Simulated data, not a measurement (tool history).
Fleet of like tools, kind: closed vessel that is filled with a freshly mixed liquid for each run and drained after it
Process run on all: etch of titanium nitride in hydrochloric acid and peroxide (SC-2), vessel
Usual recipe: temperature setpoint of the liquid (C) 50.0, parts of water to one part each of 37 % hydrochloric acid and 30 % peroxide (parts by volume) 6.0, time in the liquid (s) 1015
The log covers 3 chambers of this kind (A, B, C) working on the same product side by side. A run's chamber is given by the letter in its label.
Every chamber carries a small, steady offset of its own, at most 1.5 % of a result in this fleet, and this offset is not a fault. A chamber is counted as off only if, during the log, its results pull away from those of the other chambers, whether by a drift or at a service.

run   hour  temperature setpoint of the liquid (C)  parts of water to one part each of 37 % hydrochloric acid and 30 % peroxide (parts by volume)  time in the liquid (s)  hours since the thermometer was replaced  hours since the chemicals flow meter was replaced  hours since the drum of peroxide was connected  read-back film thickness of the titanium nitride reference wafer, read on the same gauge (nm)  thickness taken off the titanium nitride on a monitor wafer (angstrom)
 1A    8.9                                    50.0                                                                                            6.0                    1015                                    2310.1                                              326.9                                           542.9                                                                                         129.98                                                                  411.04
 2C   15.5                                    50.0                                                                                            6.0                    1015                                    1556.4                                              132.2                                           607.2                                                                                         129.98                                                                  408.01
 3B   28.1                                    50.0                                                                                            6.0                    1015                                     449.5                                             1960.3                                           365.2                                                                                         129.97                                                                  402.70
      31.0  -- chamber A: thermometer replaced
 4B   39.5                                    50.0                                                                                            6.0                    1015                                     460.9                                             1971.7                                           376.6                                                                                         130.01                                                                  396.98
 5A   45.6                                    50.0                                                                                            6.0                    1015                                      14.6                                              363.6                                           579.6                                                                                         129.99                                                                  418.02
 6C   51.6                                    50.0                                                                                            6.0                    1015                                    1592.5                                              168.3                                           643.3                                                                                         129.98                                                                  417.02
 7C   64.2                                    50.0                                                                                            6.0                    1015                                    1605.1                                              180.9                                           655.9                                                                                         130.00                                                                  406.63
 8B   77.2                                    50.0                                                                                            6.0                    1015                                     498.6                                             2009.4                                           414.3                                                                                         130.01                                                                  399.92
 9A   86.6                                    50.0                                                                                            6.0                    1015                                      55.6                                              404.6                                           620.6                                                                                         130.00                                                                  405.62
10A   97.3                                    50.0                                                                                            7.0                    1015                                      66.3                                              415.3                                           631.3                                                                                         130.01                                                                  362.83
11C  103.8                                    50.0                                                                                            7.0                    1015                                    1644.7                                              220.5                                           695.5                                                                                         130.00                                                                  362.88
12B  116.7                                    50.0                                                                                            7.0                    1015                                     538.1                                             2048.9                                           453.8                                                                                         130.00                                                                  357.82
13B  123.7                                    50.0                                                                                            6.0                    1015                                     545.1                                             2055.9                                           460.8                                                                                         129.98                                                                  401.33
14C  131.5                                    50.0                                                                                            6.0                    1015                                    1672.4                                              248.2                                           723.2                                                                                         130.00                                                                  403.52
15A  139.0                                    50.0                                                                                            6.0                    1015                                     108.0                                              457.0                                           673.0                                                                                         130.01                                                                  403.24
16A  149.8                                    50.0                                                                                            6.0                    1015                                     118.8                                              467.8                                           683.8                                                                                         130.00                                                                  405.20
17C  161.1                                    50.0                                                                                            6.0                    1015                                    1702.0                                              277.8                                           752.8                                                                                         130.01                                                                  410.00
18B  169.0                                    50.0                                                                                            6.0                    1435                                     590.4                                             2101.2                                           506.1                                                                                         129.99                                                                  563.61
19A  175.2                                    50.0                                                                                            6.0                    1435                                     144.2                                              493.2                                           709.2                                                                                         130.01                                                                  574.06
20C  181.8                                    50.0                                                                                            6.0                    1435                                    1722.7                                              298.5                                           773.5                                                                                         130.03                                                                  585.63
21B  191.2                                    50.0                                                                                            8.0                     785                                     612.6                                             2123.4                                           528.3                                                                                         129.98                                                                  245.38
22B  202.5                                    50.0                                                                                            8.0                     785                                     623.9                                             2134.7                                           539.6                                                                                         130.01                                                                  252.62
23C  215.2                                    50.0                                                                                            8.0                     785                                    1756.1                                              331.9                                           806.9                                                                                         130.00                                                                  248.84
     223.4  -- chamber B: chemicals flow meter replaced
24A  226.6                                    50.0                                                                                            6.0                     630                                     195.6                                              544.6                                           760.6                                                                                         130.01                                                                  253.83
25A  238.0                                    50.0                                                                                            6.0                     630                                     207.0                                              556.0                                           772.0                                                                                         130.00                                                                  254.89
26C  245.5                                    50.0                                                                                            6.0                     630                                    1786.4                                              362.2                                           837.2                                                                                         130.00                                                                  250.62
27B  254.7                                    50.0                                                                                            6.0                    1015                                     676.1                                               31.4                                           591.8                                                                                         129.99                                                                  397.14
28C  262.0                                    50.0                                                                                            6.0                    1015                                    1802.9                                              378.7                                           853.7                                                                                         130.01                                                                  401.37
29A  273.4                                    42.5                                                                                            4.5                    1015                                     242.4                                              591.4                                           807.4                                                                                         130.00                                                                  298.92
30B  280.5                                    42.5                                                                                            4.5                    1015                                     701.9                                               57.2                                           617.6                                                                                         130.01                                                                  286.74
31B  289.1                                    42.5                                                                                            4.5                    1015                                     710.5                                               65.8                                           626.2                                                                                         129.99                                                                  293.68
32C  295.3                                    50.0                                                                                            6.0                    1015                                    1836.2                                              412.0                                           887.0                                                                                         130.02                                                                  409.33
33A  302.3                                    50.0                                                                                            6.0                    1015                                     271.3                                              620.3                                           836.3                                                                                         130.00                                                                  412.34
34B  310.8                                    50.0                                                                                            6.0                    1015                                     732.2                                               87.5                                           647.9                                                                                         130.00                                                                  404.03
35C  321.5                                    50.0                                                                                            6.0                    1015                                    1862.4                                              438.2                                           913.2                                                                                         129.98                                                                  403.14
36A  332.8                                    50.0                                                                                            6.0                    1015                                     301.8                                              650.8                                           866.8                                                                                         130.01                                                                  405.49
37C  339.3                                    50.0                                                                                            6.0                    1015                                    1880.2                                              456.0                                           931.0                                                                                         129.99                                                                  408.77
38A  346.7                                    50.0                                                                                            6.0                    1015                                     315.7                                              664.7                                           880.7                                                                                         129.99                                                                  406.10
39B  356.2                                    50.0                                                                                            6.0                    1015                                     777.6                                              132.9                                           693.3                                                                                         130.02                                                                  398.38

Read the log: is a single chamber off, either drifting away or since a service, is the gauge that measures every chamber drifting, or is nothing wrong beyond small per-chamber offsets? Name any odd chamber and what most likely caused it.

Beyond each chamber's small constant offset nothing stands out, and the gauge stays steady.

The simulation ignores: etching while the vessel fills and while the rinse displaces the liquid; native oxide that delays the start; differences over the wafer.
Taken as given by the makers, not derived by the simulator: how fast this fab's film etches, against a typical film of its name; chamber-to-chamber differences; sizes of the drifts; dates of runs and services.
